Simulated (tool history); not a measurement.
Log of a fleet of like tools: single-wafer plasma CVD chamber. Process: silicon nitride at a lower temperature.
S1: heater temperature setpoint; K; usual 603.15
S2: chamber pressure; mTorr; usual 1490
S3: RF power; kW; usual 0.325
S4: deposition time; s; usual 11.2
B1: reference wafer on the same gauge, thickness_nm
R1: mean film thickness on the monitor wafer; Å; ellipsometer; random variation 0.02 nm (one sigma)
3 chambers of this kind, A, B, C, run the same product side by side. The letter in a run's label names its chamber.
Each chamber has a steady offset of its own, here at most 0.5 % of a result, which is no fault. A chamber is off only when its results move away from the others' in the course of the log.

| run | hour | S1 | S2 | S3 | S4 | B1 | R1 |
|---|---|---|---|---|---|---|---|
| 1A | 4.5 | 603.15 | 1490 | 0.325 | 11.2 | 15.897 | 137.89 |
| 2C | 10.0 | 603.15 | 1490 | 0.325 | 11.2 | 15.893 | 136.62 |
| 3B | 15.3 | 603.15 | 1490 | 0.325 | 11.2 | 15.892 | 137.64 |
| 4C | 20.3 | 603.15 | 1490 | 0.325 | 11.2 | 15.886 | 136.34 |
| 5B | 26.2 | 595.15 | 1490 | 0.370 | 11.2 | 15.881 | 150.30 |
| 6A | 30.5 | 595.15 | 1490 | 0.370 | 11.2 | 15.874 | 149.84 |
| 7B | 36.4 | 595.15 | 1490 | 0.370 | 11.2 | 15.873 | 149.90 |
| 8A | 41.2 | 603.15 | 1490 | 0.325 | 11.2 | 15.870 | 137.53 |
| 9C | 48.2 | 603.15 | 1490 | 0.325 | 11.2 | 15.860 | 136.46 |
| 10B | 54.3 | 603.15 | 1490 | 0.325 | 11.2 | 15.857 | 137.16 |
| 11A | 58.6 | 603.15 | 1490 | 0.325 | 11.2 | 15.857 | 137.53 |
| 12C | 65.7 | 603.15 | 1490 | 0.325 | 11.2 | 15.846 | 136.05 |
| 13A | 70.0 | 603.15 | 1490 | 0.325 | 11.2 | 15.842 | 137.34 |
| 14B | 74.7 | 603.15 | 1490 | 0.325 | 11.2 | 15.846 | 137.58 |
| 15C | 79.4 | 603.15 | 1490 | 0.285 | 11.2 | 15.832 | 124.96 |
| 16C | 86.3 | 603.15 | 1490 | 0.285 | 11.2 | 15.830 | 124.73 |
| 17B | 92.7 | 603.15 | 1490 | 0.285 | 11.2 | 15.823 | 125.64 |
| 18A | 97.4 | 603.15 | 1490 | 0.325 | 11.2 | 15.820 | 137.07 |
| 19B | 101.9 | 603.15 | 1490 | 0.325 | 11.2 | 15.824 | 137.05 |
| 20C | 109.0 | 603.15 | 1490 | 0.325 | 11.2 | 15.804 | 135.65 |

All 3 chambers run these settings next. Forecast each chamber's results:
| 21A | 114.2 | 603.15 | 1490 | 0.380 | 11.2 |  | ? |
| 21B | 114.2 | 603.15 | 1490 | 0.380 | 11.2 |  | ? |
| 21C | 114.2 | 603.15 | 1490 | 0.380 | 11.2 |  | ? |

| run | R1 |
|---|---|
| 21A | 151.09 |
| 21B | 151.85 |
| 21C | 149.60 |
